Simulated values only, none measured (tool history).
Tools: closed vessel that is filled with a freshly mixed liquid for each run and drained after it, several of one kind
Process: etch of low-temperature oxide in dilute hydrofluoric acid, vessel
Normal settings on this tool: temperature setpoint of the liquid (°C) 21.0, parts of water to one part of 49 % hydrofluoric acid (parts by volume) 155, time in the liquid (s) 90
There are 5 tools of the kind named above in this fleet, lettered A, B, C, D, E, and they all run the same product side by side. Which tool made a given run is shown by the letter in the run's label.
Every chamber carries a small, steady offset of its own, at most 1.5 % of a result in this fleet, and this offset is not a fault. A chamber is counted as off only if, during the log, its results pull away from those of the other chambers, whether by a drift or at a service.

| run | day | temperature setpoint of the liquid (°C) | parts of water to one part of 49 % hydrofluoric acid (parts by volume) | time in the liquid (s) | read-back film thickness of the low-temperature oxide reference wafer, read on the same gauge (nm) | thickness taken off the low-temperature oxide on a monitor wafer (angstrom) |
|---|---|---|---|---|---|---|
| 1E | 0.288 | 21.0 | 155 | 90 | 69.994 | 65.656 |
| 2C | 0.542 | 21.0 | 155 | 90 | 69.983 | 66.659 |
| 3D | 0.979 | 21.0 | 155 | 90 | 70.012 | 64.885 |
| 4B | 1.408 | 21.0 | 155 | 90 | 70.037 | 66.457 |
| 5A | 1.662 | 21.0 | 155 | 90 | 69.989 | 66.542 |
| 6D | 2.104 | 24.0 | 155 | 110 | 69.982 | 89.236 |
| 7B | 2.488 | 24.0 | 155 | 110 | 69.998 | 91.141 |
| 8C | 3.004 | 24.0 | 155 | 110 | 70.020 | 91.427 |
| 9E | 3.296 | 24.0 | 155 | 110 | 69.982 | 88.533 |
| 10A | 3.667 | 24.0 | 155 | 110 | 69.949 | 90.984 |
| 11B | 4.092 | 21.0 | 155 | 90 | 69.993 | 66.311 |
| 12D | 4.404 | 21.0 | 155 | 90 | 70.035 | 65.594 |
| 13E | 4.900 | 21.0 | 155 | 90 | 69.969 | 64.789 |
| 14A | 5.354 | 21.0 | 155 | 90 | 69.960 | 66.214 |
| 15C | 5.617 | 21.0 | 155 | 90 | 70.043 | 67.683 |
| 16D | 5.904 | 21.0 | 155 | 90 | 69.989 | 65.839 |
| 17B | 6.175 | 21.0 | 155 | 90 | 69.986 | 66.383 |
|  | 6.212 | chamber E: hydrofluoric acid flow meter replaced |
| 18C | 6.704 | 21.0 | 155 | 90 | 69.989 | 67.615 |
| 19A | 7.221 | 21.0 | 155 | 90 | 69.973 | 65.932 |
| 20E | 7.479 | 21.0 | 155 | 90 | 70.039 | 64.780 |
| 21E | 7.808 | 21.0 | 155 | 90 | 70.013 | 65.557 |
| 22A | 8.108 | 21.0 | 155 | 90 | 70.015 | 66.271 |
| 23B | 8.592 | 21.0 | 155 | 70 | 69.968 | 51.735 |
| 24D | 9.008 | 21.0 | 155 | 70 | 69.968 | 51.282 |
| 25C | 9.517 | 21.0 | 155 | 70 | 70.019 | 53.493 |
| 26A | 10.017 | 21.0 | 155 | 70 | 69.991 | 51.065 |
| 27D | 10.267 | 21.0 | 155 | 70 | 70.010 | 50.779 |
| 28B | 10.517 | 21.0 | 155 | 90 | 69.971 | 66.386 |
| 29E | 10.775 | 24.5 | 155 | 120 | 69.984 | 98.662 |
| 30C | 11.183 | 24.5 | 155 | 120 | 70.046 | 106.320 |
| 31B | 11.504 | 24.5 | 155 | 120 | 70.003 | 102.360 |
| 32D | 11.792 | 24.5 | 155 | 120 | 69.969 | 99.885 |
| 33C | 12.196 | 24.5 | 155 | 120 | 69.983 | 107.370 |
| 34E | 12.508 | 21.0 | 155 | 90 | 70.015 | 65.084 |
| 35A | 12.767 | 21.0 | 155 | 90 | 70.007 | 65.842 |

Each of the 5 chambers runs these same settings next. Fill in every chamber's results:
| 36A | 13.154 | 21.0 | 220 | 90 |  | ? |
| 36B | 13.154 | 21.0 | 220 | 90 |  | ? |
| 36C | 13.154 | 21.0 | 220 | 90 |  | ? |
| 36D | 13.154 | 21.0 | 220 | 90 |  | ? |
| 36E | 13.154 | 21.0 | 220 | 90 |  | ? |

| run | thickness taken off the low-temperature oxide on a monitor wafer (angstrom) |
|---|---|
| 36A | 43.147 |
| 36B | 43.875 |
| 36C | 46.126 |
| 36D | 43.167 |
| 36E | 43.207 |
